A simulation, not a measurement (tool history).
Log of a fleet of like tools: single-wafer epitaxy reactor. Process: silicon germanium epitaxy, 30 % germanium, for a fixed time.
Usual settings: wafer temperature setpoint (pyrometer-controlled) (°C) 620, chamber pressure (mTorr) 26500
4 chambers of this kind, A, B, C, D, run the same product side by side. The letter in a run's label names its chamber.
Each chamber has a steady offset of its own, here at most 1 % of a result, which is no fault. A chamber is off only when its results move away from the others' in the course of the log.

run   hour  wafer temperature setpoint (pyrometer-controlled) (°C)  chamber pressure (mTorr)  hours since the last pyrometer calibration  hours since the last manometer calibration  read-back reference wafer on the same gauge, thickness_nm  mean film thickness on the monitor wafer (Å)
 1A    8.4                                                     620                     26500                                      1087.3                                       519.8                                                     97.307                                        950.07
 2D   13.1                                                     620                     26500                                       974.3                                      2853.9                                                     97.356                                        935.49
 3C   20.3                                                     620                     26500                                      2102.6                                      1490.5                                                     97.204                                        937.99
 4B   28.2                                                     620                     26500                                      1072.8                                         765                                                     97.371                                        952.77
 5D   33.3                                                     620                     26500                                       994.5                                      2874.1                                                     97.204                                         934.1
 6B   39.8                                                     620                     26500                                      1084.4                                       776.6                                                      97.32                                        949.29
 7A   48.7                                                     620                     26500                                      1127.6                                       560.1                                                      97.25                                        950.69
      55.3  -- chamber D: capacitance manometer re-zeroed and calibrated
 8C   57.9                                                     620                     26500                                      2140.2                                      1528.1                                                     97.311                                        936.21
 9C   63.1                                                     620                     26500                                      2145.4                                      1533.3                                                     97.258                                        942.49
10D   71.5                                                     620                     26500                                      1032.7                                        16.3                                                     97.325                                        939.04
11A   78.9                                                     620                     26500                                      1157.8                                       590.3                                                     97.362                                         960.4
12B   86.1                                                     620                     26500                                      1130.7                                       822.9                                                     97.294                                        947.42
13C   90.7                                                     620                     26500                                        2173                                      1560.9                                                     97.258                                        940.34
14A   95.4                                                     620                     26500                                      1174.3                                       606.8                                                     97.257                                        961.02
15B  100.2                                                     620                     26500                                      1144.8                                         837                                                     97.332                                        949.15
16D  106.5                                                     620                     26500                                      1067.7                                        51.3                                                     97.286                                        937.22
17D  111.2                                                     620                     26500                                      1072.4                                          56                                                     97.286                                         936.5
18A  117.1                                                     620                     26500                                        1196                                       628.5                                                     97.283                                        961.98
19B  127.3                                                     615                     23600                                      1171.9                                       864.1                                                     97.384                                        829.07
20C  132.4                                                     615                     23600                                      2214.7                                      1602.6                                                     97.393                                        826.29
21D    138                                                     615                     23600                                      1099.2                                        82.8                                                     97.319                                        818.24
22C    145                                                     615                     23600                                      2227.3                                      1615.2                                                     97.293                                        819.73
23A  153.8                                                     626                     31800                                      1232.7                                       665.2                                                     97.351                                        1161.5
24B  158.6                                                     626                     31800                                      1203.2                                       895.4                                                     97.237                                        1130.8

Next, every chamber runs the same settings. What will each give?
25A  165.9                                                     620                     24200                                                                                                                                                                                                ?
25B  165.9                                                     620                     24200                                                                                                                                                                                                ?
25C  165.9                                                     620                     24200                                                                                                                                                                                                ?
25D  165.9                                                     620                     24200                                                                                                                                                                                                ?

run  mean film thickness on the monitor wafer (Å)
25A                                        935.99
25B                                        908.82
25C                                        908.35
25D                                        907.54

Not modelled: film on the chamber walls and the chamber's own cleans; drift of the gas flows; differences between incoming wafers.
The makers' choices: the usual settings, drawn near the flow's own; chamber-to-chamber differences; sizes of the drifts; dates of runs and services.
